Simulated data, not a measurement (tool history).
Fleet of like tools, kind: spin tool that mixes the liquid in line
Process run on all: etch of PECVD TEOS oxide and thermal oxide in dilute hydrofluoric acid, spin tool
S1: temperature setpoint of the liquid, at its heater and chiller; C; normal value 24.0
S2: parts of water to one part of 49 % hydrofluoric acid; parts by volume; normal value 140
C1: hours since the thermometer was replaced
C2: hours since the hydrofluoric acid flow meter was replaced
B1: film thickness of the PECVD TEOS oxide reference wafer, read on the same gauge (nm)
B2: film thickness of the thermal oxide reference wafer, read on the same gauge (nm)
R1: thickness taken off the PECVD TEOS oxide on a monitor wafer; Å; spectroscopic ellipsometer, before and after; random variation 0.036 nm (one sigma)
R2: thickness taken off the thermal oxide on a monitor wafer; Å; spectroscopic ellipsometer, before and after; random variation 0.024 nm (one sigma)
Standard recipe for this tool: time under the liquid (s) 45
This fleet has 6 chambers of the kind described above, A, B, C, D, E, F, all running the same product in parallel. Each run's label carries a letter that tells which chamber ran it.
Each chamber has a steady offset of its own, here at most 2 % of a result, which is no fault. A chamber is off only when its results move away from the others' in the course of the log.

Run 1C, day 0.238: usual settings; C1 1060.5; C2 764.0; B1 30.016; B2 139.95. Result: R1 84.790 Å, R2 14.678 Å.
Run 2F, day 0.492: usual settings; C1 33.2; C2 1044.6; B1 30.011; B2 140.02. Result: R1 85.703 Å, R2 14.768 Å.
Run 3E, day 0.862: usual settings; C1 907.7; C2 1373.8; B1 29.984; B2 139.98. Result: R1 84.823 Å, R2 15.425 Å.
Run 4D, day 1.250: usual settings; C1 578.3; C2 1891.8; B1 30.038; B2 139.97. Result: R1 84.822 Å, R2 14.701 Å.
Run 5A, day 1.625: usual settings; C1 2226.9; C2 690.9; B1 29.999; B2 140.04. Result: R1 85.701 Å, R2 14.673 Å.
Run 6B, day 2.054: usual settings; C1 382.8; C2 137.0; B1 29.996; B2 139.99. Result: R1 85.890 Å, R2 14.381 Å.
Run 7B, day 2.242: usual settings; C1 387.3; C2 141.5; B1 30.018; B2 140.03. Result: R1 85.494 Å, R2 14.648 Å.
Run 8A, day 2.517: usual settings; C1 2248.3; C2 712.3; B1 29.985; B2 139.99. Result: R1 86.138 Å, R2 14.641 Å.
Run 9C, day 2.708: usual settings; C1 1119.8; C2 823.3; B1 29.991; B2 139.97. Result: R1 84.286 Å, R2 14.330 Å.
Run 10F, day 3.012: usual settings but S1 26.0 C, S2 80 parts by volume; C1 93.7; C2 1105.1; B1 29.978; B2 140.01. Result: R1 174.410 Å, R2 29.092 Å.
Run 11D, day 3.296: usual settings but S1 26.0 C, S2 80 parts by volume; C1 627.4; C2 1940.9; B1 30.009; B2 139.99. Result: R1 173.730 Å, R2 29.394 Å.
Run 12E, day 3.708: usual settings but S1 26.0 C, S2 80 parts by volume; C1 976.0; C2 1442.1; B1 30.027; B2 140.01. Result: R1 172.300 Å, R2 31.032 Å.
Run 13A, day 4.062: usual settings but S1 26.0 C, S2 80 parts by volume; C1 2285.4; C2 749.4; B1 30.029; B2 139.97. Result: R1 174.770 Å, R2 30.753 Å.
Run 14D, day 4.329: usual settings but S1 26.0 C, S2 80 parts by volume; C1 652.2; C2 1965.7; B1 30.001; B2 139.99. Result: R1 173.580 Å, R2 29.600 Å.
At day 4.567: chamber D: thermometer replaced.
Run 15E, day 4.571: usual settings but S1 26.0 C, S2 80 parts by volume; C1 996.7; C2 1462.8; B1 29.993; B2 140.03. Result: R1 172.300 Å, R2 30.633 Å.
Run 16B, day 4.921: usual settings; C1 451.6; C2 205.8; B1 29.988; B2 140.03. Result: R1 86.102 Å, R2 14.484 Å.
Run 17F, day 5.312: usual settings; C1 148.9; C2 1160.3; B1 29.957; B2 140.00. Result: R1 86.150 Å, R2 14.589 Å.
Run 18C, day 5.571: usual settings; C1 1188.5; C2 892.0; B1 29.998; B2 140.01. Result: R1 84.886 Å, R2 14.151 Å.
Run 19C, day 5.783: usual settings; C1 1193.6; C2 897.1; B1 30.000; B2 139.97. Result: R1 84.780 Å, R2 14.518 Å.
Run 20A, day 6.033: usual settings but S1 27.5 C; C1 2332.7; C2 796.7; B1 30.018; B2 140.04. Result: R1 98.408 Å, R2 16.841 Å.
Run 21D, day 6.371: usual settings but S1 27.5 C; C1 43.4; C2 2014.7; B1 29.983; B2 140.01. Result: R1 97.129 Å, R2 16.516 Å.
At day 6.500: chamber E: thermometer replaced.
Run 22E, day 6.625: usual settings but S1 27.5 C; C1 3.0; C2 1512.1; B1 29.988; B2 139.98. Result: R1 96.736 Å, R2 17.080 Å.
Run 23B, day 6.958: usual settings but S1 27.5 C; C1 500.5; C2 254.7; B1 29.983; B2 140.04. Result: R1 97.201 Å, R2 15.798 Å.
Run 24F, day 7.342: usual settings but S1 27.5 C; C1 197.6; C2 1209.0; B1 30.000; B2 139.98. Result: R1 97.414 Å, R2 16.351 Å.
Run 25E, day 7.571: usual settings but S1 27.5 C; C1 25.7; C2 1534.8; B1 30.008; B2 139.97. Result: R1 96.431 Å, R2 16.921 Å.
Run 26F, day 7.900: usual settings but S1 21.5 C; C1 211.0; C2 1222.4; B1 29.986; B2 139.99. Result: R1 77.423 Å, R2 12.954 Å.
Run 27C, day 8.275: usual settings but S1 21.5 C; C1 1253.4; C2 956.9; B1 29.976; B2 139.95. Result: R1 76.391 Å, R2 13.256 Å.
Run 28D, day 8.621: usual settings but S1 21.5 C; C1 97.4; C2 2068.7; B1 29.989; B2 139.99. Result: R1 77.290 Å, R2 13.402 Å.
Run 29B, day 8.879: usual settings but S1 21.5 C; C1 546.6; C2 300.8; B1 30.006; B2 139.99. Result: R1 77.618 Å, R2 13.077 Å.
Run 30A, day 9.288: usual settings but S1 21.5 C; C1 2410.8; C2 874.8; B1 30.000; B2 140.04. Result: R1 77.603 Å, R2 13.333 Å.
At day 9.521: chamber A: thermometer replaced.
Run 31F, day 9.625: usual settings but S1 21.5 C; C1 252.4; C2 1263.8; B1 30.003; B2 140.04. Result: R1 78.510 Å, R2 13.159 Å.
Run 32A, day 9.825: usual settings; C1 7.3; C2 887.7; B1 29.999; B2 140.03. Result: R1 85.950 Å, R2 14.744 Å.
Run 33C, day 10.154: usual settings but S2 100 parts by volume, time under the liquid (s) 30; C1 1298.5; C2 1002.0; B1 29.978; B2 140.00. Result: R1 83.618 Å, R2 14.484 Å.
Run 34D, day 10.550: usual settings but S2 100 parts by volume, time under the liquid (s) 30; C1 143.7; C2 2115.0; B1 30.023; B2 139.98. Result: R1 83.212 Å, R2 14.268 Å.
At day 10.675: chamber C: hydrofluoric acid flow meter replaced.
Run 35B, day 10.925: usual settings but S2 100 parts by volume, time under the liquid (s) 30; C1 595.7; C2 349.9; B1 30.000; B2 140.00. Result: R1 84.156 Å, R2 14.482 Å.
Run 36E, day 11.154: usual settings but S2 100 parts by volume, time under the liquid (s) 30; C1 111.7; C2 1620.8; B1 30.013; B2 140.02. Result: R1 81.880 Å, R2 14.487 Å.
Run 37C, day 11.558: usual settings but S2 100 parts by volume, time under the liquid (s) 30; C1 1332.2; C2 21.2; B1 29.993; B2 140.05. Result: R1 83.443 Å, R2 14.418 Å.
At day 11.817: chamber F: hydrofluoric acid flow meter replaced.
Run 38F, day 11.988: usual settings but S2 100 parts by volume, time under the liquid (s) 30; C1 309.1; C2 4.1; B1 29.987; B2 139.98. Result: R1 83.438 Å, R2 13.883 Å.
Run 39B, day 12.246: usual settings; C1 627.4; C2 381.6; B1 30.037; B2 140.00. Result: R1 85.486 Å, R2 14.701 Å.
Run 40D, day 12.454: usual settings; C1 189.4; C2 2160.7; B1 29.990; B2 139.99. Result: R1 85.048 Å, R2 14.591 Å.
Run 41E, day 12.875: usual settings; C1 153.0; C2 1662.1; B1 30.006; B2 140.00. Result: R1 84.907 Å, R2 14.591 Å.

Which is it: a chamber that has drifted or been left off by a service, a gauge drift common to all chambers, or only each chamber's usual small offset? If a chamber is off, name it and its likeliest cause.

Nothing is wrong: each chamber keeps only its own small, steady offset and the gauge holds still.

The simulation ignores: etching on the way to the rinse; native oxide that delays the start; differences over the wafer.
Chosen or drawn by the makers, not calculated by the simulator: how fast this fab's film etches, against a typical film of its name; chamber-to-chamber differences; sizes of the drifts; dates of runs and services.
